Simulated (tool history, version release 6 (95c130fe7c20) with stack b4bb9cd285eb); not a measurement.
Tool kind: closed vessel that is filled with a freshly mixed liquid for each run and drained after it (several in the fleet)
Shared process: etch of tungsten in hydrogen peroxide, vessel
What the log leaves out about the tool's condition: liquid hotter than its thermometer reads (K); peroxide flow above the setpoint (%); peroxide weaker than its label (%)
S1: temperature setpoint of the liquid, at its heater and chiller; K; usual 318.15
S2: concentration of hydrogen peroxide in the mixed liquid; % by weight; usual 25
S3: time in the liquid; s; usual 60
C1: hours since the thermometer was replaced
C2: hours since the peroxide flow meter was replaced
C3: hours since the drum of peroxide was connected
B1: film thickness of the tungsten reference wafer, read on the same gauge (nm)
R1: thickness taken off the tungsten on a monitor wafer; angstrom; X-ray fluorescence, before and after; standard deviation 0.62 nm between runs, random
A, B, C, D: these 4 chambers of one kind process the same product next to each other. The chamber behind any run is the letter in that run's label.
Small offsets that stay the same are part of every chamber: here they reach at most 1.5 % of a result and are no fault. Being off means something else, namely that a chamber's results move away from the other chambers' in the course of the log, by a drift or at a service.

run	hour	S1	S2	S3	C1	C2	C3	B1	R1
1A	8.6	318.15	25	60	697.2	316.6	271.9	100.000	692.15
2D	16.2	318.15	25	60	1035.8	1819.5	294.3	100.000	699.35
3C	27.0	318.15	25	60	302.1	732.2	97.8	99.998	686.51
4B	38.4	318.15	25	60	55.8	650.5	389.2	100.000	666.71
5A	49.3	318.15	25	60	737.9	357.3	312.6	100.020	676.47
6B	59.2	318.15	25	60	76.6	671.3	410.0	99.984	682.13
# hour 64.4: chamber A: new drum of peroxide connected
7C	65.7	318.15	25	60	340.8	770.9	136.5	100.010	670.96
8D	75.4	318.15	25	45	1095.0	1878.7	353.5	99.987	518.21
9D	82.1	318.15	25	45	1101.7	1885.4	360.2	100.000	522.77
10C	88.2	318.15	25	45	363.3	793.4	159.0	99.993	509.68
11B	97.8	318.15	25	45	115.2	709.9	448.6	100.000	504.07
12A	107.6	318.15	25	60	796.2	415.6	43.3	100.000	679.55
13D	114.7	310.15	25	90	1134.3	1918.0	392.8	100.010	622.13
14A	126.1	310.15	25	90	814.7	434.1	61.8	100.010	605.75
# hour 129.5: chamber B: peroxide flow meter replaced
15C	134.3	310.15	25	90	409.4	839.5	205.1	100.010	610.76
16B	143.0	310.15	25	90	160.4	13.6	493.8	100.010	599.76
17C	153.7	318.15	25	60	428.8	858.9	224.5	99.993	690.59
18D	164.9	318.15	25	60	1184.5	1968.2	443.0	99.992	702.72
19A	170.2	318.15	25	60	858.8	478.2	105.9	100.030	684.39
# hour 179.4: chamber D: peroxide flow meter replaced
20B	180.8	318.15	25	60	198.2	51.4	531.6	99.997	674.73
21D	189.4	327.65	25	60	1209.0	10.1	467.5	100.010	1234.50
22A	194.8	327.65	25	60	883.4	502.8	130.5	99.994	1265.60
23B	200.0	327.65	25	60	217.4	70.6	550.8	100.010	1205.30
24C	208.9	327.65	25	60	484.0	914.1	279.7	99.973	1245.60
25B	215.8	318.15	25	60	233.2	86.4	566.6	99.999	693.31
26D	225.4	318.15	25	60	1245.0	46.1	503.5	99.979	701.82
27C	230.6	318.15	25	60	505.7	935.8	301.4	100.010	695.42
28A	240.9	327.15	25	85	929.5	548.9	176.6	100.020	1694.80
29A	251.2	327.15	25	85	939.8	559.2	186.9	99.981	1725.00
30D	256.8	327.15	25	85	1276.4	77.5	534.9	99.968	1733.60
31B	267.2	327.15	25	85	284.6	137.8	618.0	99.985	1657.50
32C	275.6	318.15	25	60	550.7	980.8	346.4	99.996	693.50
33B	285.9	318.15	25	60	303.3	156.5	636.7	100.010	673.81
34D	293.9	318.15	25	60	1313.5	114.6	572.0	99.996	707.34
35C	302.1	318.15	25	60	577.2	1007.3	372.9	100.020	681.84
36A	307.4	318.15	25	60	996.0	615.4	243.1	99.992	685.85
37B	318.8	318.15	25	60	336.2	189.4	669.6	100.020	679.39

Has any chamber moved away from the others, gradually or after a service, or does the common gauge drift, or do the chambers differ only by their own small steady offsets? State the chamber and the most likely cause if one applies.

All chambers stay in line apart from their small fixed offsets, and the gauge does not drift.
